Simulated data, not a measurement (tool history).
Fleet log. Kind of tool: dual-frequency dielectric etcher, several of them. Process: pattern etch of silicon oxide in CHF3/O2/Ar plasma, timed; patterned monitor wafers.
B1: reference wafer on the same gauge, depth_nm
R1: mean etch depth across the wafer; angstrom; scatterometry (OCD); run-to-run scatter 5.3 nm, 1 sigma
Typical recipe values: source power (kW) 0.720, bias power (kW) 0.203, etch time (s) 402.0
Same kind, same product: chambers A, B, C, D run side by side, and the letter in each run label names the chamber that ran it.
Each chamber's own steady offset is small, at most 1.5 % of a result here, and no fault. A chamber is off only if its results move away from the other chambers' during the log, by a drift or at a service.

{"run": "1B", "hour": 2.6, "source power (kW)": 0.72, "bias power (kW)": 0.203, "etch time (s)": 402.0, "B1": 795.84, "R1": 8736.8}
{"run": "2D", "hour": 7.9, "source power (kW)": 0.72, "bias power (kW)": 0.203, "etch time (s)": 402.0, "B1": 795.57, "R1": 8852.5}
{"run": "3A", "hour": 11.6, "source power (kW)": 0.72, "bias power (kW)": 0.203, "etch time (s)": 402.0, "B1": 795.7, "R1": 8814.1}
{"run": "4C", "hour": 16.5, "source power (kW)": 0.72, "bias power (kW)": 0.203, "etch time (s)": 402.0, "B1": 795.94, "R1": 8841.1}
{"run": "5B", "hour": 19.5, "source power (kW)": 0.72, "bias power (kW)": 0.203, "etch time (s)": 402.0, "B1": 797.34, "R1": 8690.4}
{"run": "6A", "hour": 24.0, "source power (kW)": 0.72, "bias power (kW)": 0.203, "etch time (s)": 402.0, "B1": 795.3, "R1": 8911.5}
{"run": "7D", "hour": 26.7, "source power (kW)": 0.72, "bias power (kW)": 0.203, "etch time (s)": 402.0, "B1": 796.57, "R1": 8886.7}
{"run": "8C", "hour": 30.9, "source power (kW)": 0.72, "bias power (kW)": 0.203, "etch time (s)": 402.0, "B1": 796.37, "R1": 8817.2}
{"run": "9D", "hour": 35.2, "source power (kW)": 0.72, "bias power (kW)": 0.203, "etch time (s)": 402.0, "B1": 795.22, "R1": 8785.7}
{"run": "10C", "hour": 37.6, "source power (kW)": 0.72, "bias power (kW)": 0.203, "etch time (s)": 402.0, "B1": 795.39, "R1": 8815.9}
{"run": "11A", "hour": 42.8, "source power (kW)": 0.72, "bias power (kW)": 0.203, "etch time (s)": 402.0, "B1": 796.07, "R1": 8907.5}
{"run": "12B", "hour": 45.3, "source power (kW)": 0.72, "bias power (kW)": 0.203, "etch time (s)": 402.0, "B1": 795.53, "R1": 8717.3}
{"run": "13A", "hour": 48.9, "source power (kW)": 0.72, "bias power (kW)": 0.203, "etch time (s)": 402.0, "B1": 795.33, "R1": 8847.9}
{"run": "14B", "hour": 52.5, "source power (kW)": 0.72, "bias power (kW)": 0.203, "etch time (s)": 402.0, "B1": 795.41, "R1": 8700.9}
{"run": "15D", "hour": 57.7, "source power (kW)": 0.72, "bias power (kW)": 0.203, "etch time (s)": 402.0, "B1": 796.3, "R1": 8883.5}
{"run": "16C", "hour": 61.6, "source power (kW)": 0.72, "bias power (kW)": 0.203, "etch time (s)": 494.5, "B1": 796.32, "R1": 10903.0}
{"run": "17B", "hour": 64.1, "source power (kW)": 0.72, "bias power (kW)": 0.203, "etch time (s)": 494.5, "B1": 794.96, "R1": 10843.0}
{"run": "18C", "hour": 67.3, "source power (kW)": 0.72, "bias power (kW)": 0.203, "etch time (s)": 494.5, "B1": 796.48, "R1": 10702.0}
{"run": "19A", "hour": 71.3, "source power (kW)": 0.72, "bias power (kW)": 0.203, "etch time (s)": 494.5, "B1": 795.82, "R1": 10931.0}
{"run": "20D", "hour": 75.7, "source power (kW)": 0.87, "bias power (kW)": 0.203, "etch time (s)": 299.5, "B1": 796.01, "R1": 6984.9}
{"run": "21A", "hour": 79.4, "source power (kW)": 0.87, "bias power (kW)": 0.203, "etch time (s)": 299.5, "B1": 795.41, "R1": 7200.4}
{"run": "22D", "hour": 84.5, "source power (kW)": 0.87, "bias power (kW)": 0.203, "etch time (s)": 299.5, "B1": 797.84, "R1": 7051.9}
{"run": "23B", "hour": 88.6, "source power (kW)": 0.87, "bias power (kW)": 0.203, "etch time (s)": 299.5, "B1": 796.43, "R1": 7031.7}
{"run": "24C", "hour": 91.7, "source power (kW)": 0.72, "bias power (kW)": 0.203, "etch time (s)": 402.0, "B1": 795.97, "R1": 8877.2}
{"run": "25B", "hour": 94.2, "source power (kW)": 0.72, "bias power (kW)": 0.203, "etch time (s)": 402.0, "B1": 794.19, "R1": 8734.0}
{"run": "26C", "hour": 98.6, "source power (kW)": 0.72, "bias power (kW)": 0.203, "etch time (s)": 402.0, "B1": 796.62, "R1": 8835.5}
{"run": "27A", "hour": 104.1, "source power (kW)": 0.72, "bias power (kW)": 0.203, "etch time (s)": 402.0, "B1": 796.0, "R1": 8989.9}
{"run": "28D", "hour": 106.9, "source power (kW)": 0.72, "bias power (kW)": 0.203, "etch time (s)": 508.5, "B1": 796.16, "R1": 11139.0}
{"run": "29B", "hour": 112.3, "source power (kW)": 0.72, "bias power (kW)": 0.203, "etch time (s)": 508.5, "B1": 795.5, "R1": 11091.0}
{"run": "30C", "hour": 116.7, "source power (kW)": 0.72, "bias power (kW)": 0.203, "etch time (s)": 508.5, "B1": 796.41, "R1": 11198.0}
{"run": "31A", "hour": 119.4, "source power (kW)": 0.72, "bias power (kW)": 0.203, "etch time (s)": 508.5, "B1": 796.26, "R1": 11331.0}
{"run": "32D", "hour": 122.1, "source power (kW)": 0.72, "bias power (kW)": 0.203, "etch time (s)": 402.0, "B1": 794.43, "R1": 8836.3}
{"run": "33C", "hour": 127.2, "source power (kW)": 0.72, "bias power (kW)": 0.203, "etch time (s)": 454.5, "B1": 795.35, "R1": 9889.3}
{"run": "34A", "hour": 129.6, "source power (kW)": 0.72, "bias power (kW)": 0.203, "etch time (s)": 454.5, "B1": 796.73, "R1": 10058.0}
{"run": "35D", "hour": 132.6, "source power (kW)": 0.72, "bias power (kW)": 0.203, "etch time (s)": 454.5, "B1": 796.0, "R1": 9951.3}
{"run": "36B", "hour": 136.0, "source power (kW)": 0.72, "bias power (kW)": 0.203, "etch time (s)": 454.5, "B1": 797.41, "R1": 9895.3}
{"run": "37D", "hour": 140.4, "source power (kW)": 0.72, "bias power (kW)": 0.203, "etch time (s)": 402.0, "B1": 795.44, "R1": 8803.1}
{"run": "38A", "hour": 143.4, "source power (kW)": 0.72, "bias power (kW)": 0.203, "etch time (s)": 402.0, "B1": 796.39, "R1": 8877.0}
{"run": "39C", "hour": 147.8, "source power (kW)": 0.72, "bias power (kW)": 0.168, "etch time (s)": 402.0, "B1": 796.54, "R1": 8247.1}
{"hour": 148.1, "done": "chamber B: wet clean of the chamber"}
{"run": "40B", "hour": 152.6, "source power (kW)": 0.72, "bias power (kW)": 0.168, "etch time (s)": 402.0, "B1": 795.84, "R1": 8235.7}
{"run": "41A", "hour": 156.9, "source power (kW)": 0.72, "bias power (kW)": 0.168, "etch time (s)": 402.0, "B1": 795.68, "R1": 8359.2}
{"run": "42D", "hour": 160.1, "source power (kW)": 0.72, "bias power (kW)": 0.168, "etch time (s)": 402.0, "B1": 796.69, "R1": 8320.8}

All 4 chambers run these settings next. Forecast each chamber's results:
{"run": "43A", "hour": 164.1, "source power (kW)": 0.72, "bias power (kW)": 0.203, "etch time (s)": 402.0, "R1": "?"}
{"run": "43B", "hour": 164.1, "source power (kW)": 0.72, "bias power (kW)": 0.203, "etch time (s)": 402.0, "R1": "?"}
{"run": "43C", "hour": 164.1, "source power (kW)": 0.72, "bias power (kW)": 0.203, "etch time (s)": 402.0, "R1": "?"}
{"run": "43D", "hour": 164.1, "source power (kW)": 0.72, "bias power (kW)": 0.203, "etch time (s)": 402.0, "R1": "?"}

run=43A R1=8906.5
run=43B R1=8811.2
run=43C R1=8829.6
run=43D R1=8828.6
